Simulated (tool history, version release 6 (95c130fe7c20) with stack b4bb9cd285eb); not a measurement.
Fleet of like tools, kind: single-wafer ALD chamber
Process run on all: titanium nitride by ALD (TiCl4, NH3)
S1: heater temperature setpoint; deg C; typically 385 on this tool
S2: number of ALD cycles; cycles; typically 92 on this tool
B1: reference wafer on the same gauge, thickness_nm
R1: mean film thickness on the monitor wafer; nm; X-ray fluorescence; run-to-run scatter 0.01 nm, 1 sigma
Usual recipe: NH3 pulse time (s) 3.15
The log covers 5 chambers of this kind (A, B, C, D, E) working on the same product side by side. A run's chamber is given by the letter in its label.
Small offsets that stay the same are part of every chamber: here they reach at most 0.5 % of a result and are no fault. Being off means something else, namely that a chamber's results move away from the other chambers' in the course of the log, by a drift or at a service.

Run 1B, day 0.246: usual settings; B1 1.8301. Result: R1 2.0365 nm.
Run 2A, day 0.608: usual settings; B1 1.8259. Result: R1 2.0457 nm.
Run 3E, day 0.942: usual settings; B1 1.8321. Result: R1 2.0549 nm.
Run 4D, day 1.317: usual settings; B1 1.8289. Result: R1 2.0425 nm.
Run 5C, day 1.500: usual settings but S1 371 deg C, S2 74 cycles; B1 1.8301. Result: R1 1.6230 nm.
Run 6A, day 1.683: usual settings but S1 371 deg C, S2 74 cycles; B1 1.8322. Result: R1 1.6266 nm.
Run 7C, day 1.979: usual settings but S1 371 deg C, S2 74 cycles; B1 1.8312. Result: R1 1.6329 nm.
Run 8B, day 2.321: usual settings but S1 371 deg C, S2 74 cycles; B1 1.8293. Result: R1 1.6332 nm.
Run 9D, day 2.567: usual settings but S1 371 deg C, S2 74 cycles; B1 1.8305. Result: R1 1.6234 nm.
Run 10E, day 2.808: usual settings; B1 1.8301. Result: R1 2.0413 nm.
Run 11B, day 3.029: usual settings; B1 1.8306. Result: R1 2.0328 nm.
Run 12C, day 3.221: usual settings; B1 1.8284. Result: R1 2.0397 nm.
Run 13A, day 3.533: usual settings; B1 1.8307. Result: R1 2.0271 nm.
Run 14E, day 3.867: usual settings; B1 1.8321. Result: R1 2.0669 nm.
Run 15D, day 4.204: usual settings but S2 77 cycles, NH3 pulse time (s) 2.23; B1 1.8292. Result: R1 1.6712 nm.
Run 16C, day 4.579: usual settings but S2 77 cycles, NH3 pulse time (s) 2.23; B1 1.8283. Result: R1 1.6746 nm.
Run 17A, day 4.838: usual settings but S2 77 cycles, NH3 pulse time (s) 2.23; B1 1.8307. Result: R1 1.6810 nm.
Run 18B, day 5.071: usual settings but S2 77 cycles, NH3 pulse time (s) 2.23; B1 1.8278. Result: R1 1.6844 nm.
Run 19D, day 5.438: usual settings but S2 77 cycles, NH3 pulse time (s) 2.23; B1 1.8288. Result: R1 1.6877 nm.
Run 20E, day 5.704: usual settings; B1 1.8311. Result: R1 2.0455 nm.
Run 21D, day 6.017: usual settings but S1 373 deg C, S2 100 cycles; B1 1.8299. Result: R1 2.2024 nm.
Run 22A, day 6.242: usual settings but S1 373 deg C, S2 100 cycles; B1 1.8295. Result: R1 2.2010 nm.
Run 23E, day 6.533: usual settings but S1 373 deg C, S2 100 cycles; B1 1.8293. Result: R1 2.2432 nm.
Run 24C, day 6.733: usual settings but S1 373 deg C, S2 100 cycles; B1 1.8306. Result: R1 2.2137 nm.
Run 25B, day 7.017: usual settings but S1 373 deg C, S2 100 cycles; B1 1.8281. Result: R1 2.2191 nm.
Run 26D, day 7.258: usual settings but S1 390 deg C; B1 1.8329. Result: R1 2.0456 nm.
Run 27E, day 7.533: usual settings but S1 390 deg C; B1 1.8285. Result: R1 2.0649 nm.
Run 28A, day 7.879: usual settings but S1 390 deg C; B1 1.8320. Result: R1 2.0455 nm.
Run 29C, day 8.071: usual settings but S1 390 deg C; B1 1.8288. Result: R1 2.0421 nm.
Run 30B, day 8.362: usual settings but S1 390 deg C; B1 1.8313. Result: R1 2.0549 nm.
Run 31C, day 8.621: usual settings; B1 1.8302. Result: R1 2.0351 nm.
Run 32B, day 8.904: usual settings; B1 1.8304. Result: R1 2.0387 nm.
Run 33D, day 9.154: usual settings; B1 1.8279. Result: R1 2.0410 nm.
Run 34A, day 9.504: usual settings; B1 1.8295. Result: R1 2.0279 nm.
Run 35E, day 9.862: usual settings; B1 1.8290. Result: R1 2.0411 nm.
Run 36E, day 10.238: usual settings; B1 1.8284. Result: R1 2.0759 nm.
Run 37B, day 10.492: usual settings; B1 1.8292. Result: R1 2.0485 nm.
Run 38A, day 10.767: usual settings; B1 1.8290. Result: R1 2.0347 nm.
Run 39D, day 11.175: usual settings; B1 1.8304. Result: R1 2.0480 nm.
Run 40C, day 11.488: usual settings; B1 1.8307. Result: R1 2.0303 nm.

Predict what each chamber gives when all 5 of them run the settings below next.
Run 41A, day 11.783: usual settings but NH3 pulse time (s) 2.55. Result: R1 ?.
Run 41B, day 11.783: usual settings but NH3 pulse time (s) 2.55. Result: R1 ?.
Run 41C, day 11.783: usual settings but NH3 pulse time (s) 2.55. Result: R1 ?.
Run 41D, day 11.783: usual settings but NH3 pulse time (s) 2.55. Result: R1 ?.
Run 41E, day 11.783: usual settings but NH3 pulse time (s) 2.55. Result: R1 ?.

run      R1
41A  2.0302
41B  2.0331
41C  2.0127
41D  2.0385
41E  2.0354
